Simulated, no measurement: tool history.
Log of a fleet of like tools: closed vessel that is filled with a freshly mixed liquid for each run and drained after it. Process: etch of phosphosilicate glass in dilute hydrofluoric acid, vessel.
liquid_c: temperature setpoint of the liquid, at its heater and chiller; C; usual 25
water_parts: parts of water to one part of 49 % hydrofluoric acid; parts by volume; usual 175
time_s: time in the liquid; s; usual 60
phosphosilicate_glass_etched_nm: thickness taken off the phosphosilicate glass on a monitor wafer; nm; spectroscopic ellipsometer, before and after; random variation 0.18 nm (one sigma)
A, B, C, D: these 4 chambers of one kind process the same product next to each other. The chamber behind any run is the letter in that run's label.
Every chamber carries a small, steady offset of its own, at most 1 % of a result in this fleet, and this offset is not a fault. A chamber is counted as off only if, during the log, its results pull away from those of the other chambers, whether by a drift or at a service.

| run | day | liquid_c | water_parts | time_s | hours since the thermometer was replaced | hours since the hydrofluoric acid flow meter was replaced | read-back film thickness of the phosphosilicate glass reference wafer, read on the same gauge (nm) | phosphosilicate_glass_etched_nm |
|---|---|---|---|---|---|---|---|---|
| 1C | 0.379 | 25 | 175 | 60 | 541.4 | 108.4 | 99.982 | 19.887 |
| 2D | 0.767 | 25 | 175 | 60 | 360.2 | 874.2 | 99.99 | 19.637 |
| 3B | 1.154 | 25 | 175 | 60 | 813.5 | 459.5 | 99.972 | 19.62 |
|  | 1.55 | chamber D: hydrofluoric acid flow meter replaced |
| 4A | 1.7 | 25 | 175 | 60 | 960.6 | 558.4 | 100.01 | 19.527 |
| 5B | 2.171 | 25 | 175 | 60 | 837.9 | 483.9 | 99.978 | 19.848 |
| 6A | 2.675 | 20.5 | 175 | 60 | 984 | 581.8 | 100.01 | 16.341 |
| 7D | 3.242 | 20.5 | 175 | 60 | 419.6 | 40.7 | 100.03 | 16.477 |
| 8C | 3.629 | 20.5 | 175 | 60 | 619.4 | 186.4 | 100.01 | 16.753 |
|  | 3.854 | chamber C: thermometer replaced |
| 9A | 4.117 | 20.5 | 175 | 60 | 1018.6 | 616.4 | 99.982 | 16.539 |
| 10C | 4.479 | 25 | 175 | 60 | 15 | 206.8 | 100.02 | 19.801 |
| 11B | 4.858 | 25 | 175 | 60 | 902.4 | 548.4 | 100.04 | 19.34 |
| 12D | 5.238 | 25 | 175 | 60 | 467.5 | 88.6 | 100.03 | 19.46 |
| 13D | 5.733 | 25 | 175 | 60 | 479.4 | 100.5 | 100 | 19.968 |
| 14A | 6.054 | 25 | 175 | 60 | 1065.1 | 662.9 | 100.02 | 19.286 |
| 15B | 6.521 | 25 | 175 | 60 | 942.3 | 588.3 | 99.988 | 19.181 |
| 16C | 6.996 | 25 | 175 | 60 | 75.4 | 267.2 | 100 | 19.541 |
| 17D | 7.471 | 25 | 175 | 60 | 521.1 | 142.2 | 100.01 | 19.278 |
| 18C | 7.925 | 25 | 175 | 60 | 97.7 | 289.5 | 99.978 | 19.17 |
| 19B | 8.438 | 25 | 175 | 60 | 988.3 | 634.3 | 100.01 | 19.556 |
| 20A | 8.983 | 25 | 175 | 60 | 1135.4 | 733.2 | 100.02 | 19.446 |
|  | 9.062 | chamber B: thermometer replaced |
| 21A | 9.533 | 25 | 175 | 60 | 1148.6 | 746.4 | 99.992 | 19.594 |
| 22D | 10.046 | 25 | 175 | 60 | 582.9 | 204 | 100.02 | 19.945 |
| 23C | 10.375 | 25 | 175 | 60 | 156.5 | 348.3 | 100.02 | 19.732 |
| 24B | 10.896 | 25 | 175 | 60 | 44.1 | 693.3 | 99.991 | 19.18 |
| 25D | 11.162 | 25 | 175 | 30 | 609.7 | 230.8 | 100.01 | 9.7647 |
| 26C | 11.712 | 25 | 175 | 30 | 188.6 | 380.4 | 100.01 | 9.8188 |
| 27A | 12.075 | 25 | 175 | 30 | 1209.6 | 807.4 | 100.02 | 9.67 |
| 28B | 12.633 | 25 | 175 | 30 | 85.8 | 735 | 100.02 | 9.8349 |
| 29D | 13.179 | 25 | 175 | 60 | 658.1 | 279.2 | 99.981 | 19.526 |
| 30C | 13.712 | 25 | 175 | 60 | 236.6 | 428.4 | 100.02 | 19.183 |

The same settings go to every chamber for the next run, one line per chamber below. Forecast the results for each:
| 31A | 14.142 | 25 | 175 | 60 |  |  |  | ? |
| 31B | 14.142 | 25 | 175 | 60 |  |  |  | ? |
| 31C | 14.142 | 25 | 175 | 60 |  |  |  | ? |
| 31D | 14.142 | 25 | 175 | 60 |  |  |  | ? |

| run | phosphosilicate_glass_etched_nm |
|---|---|
| 31A | 19.364 |
| 31B | 19.283 |
| 31C | 19.902 |
| 31D | 19.673 |

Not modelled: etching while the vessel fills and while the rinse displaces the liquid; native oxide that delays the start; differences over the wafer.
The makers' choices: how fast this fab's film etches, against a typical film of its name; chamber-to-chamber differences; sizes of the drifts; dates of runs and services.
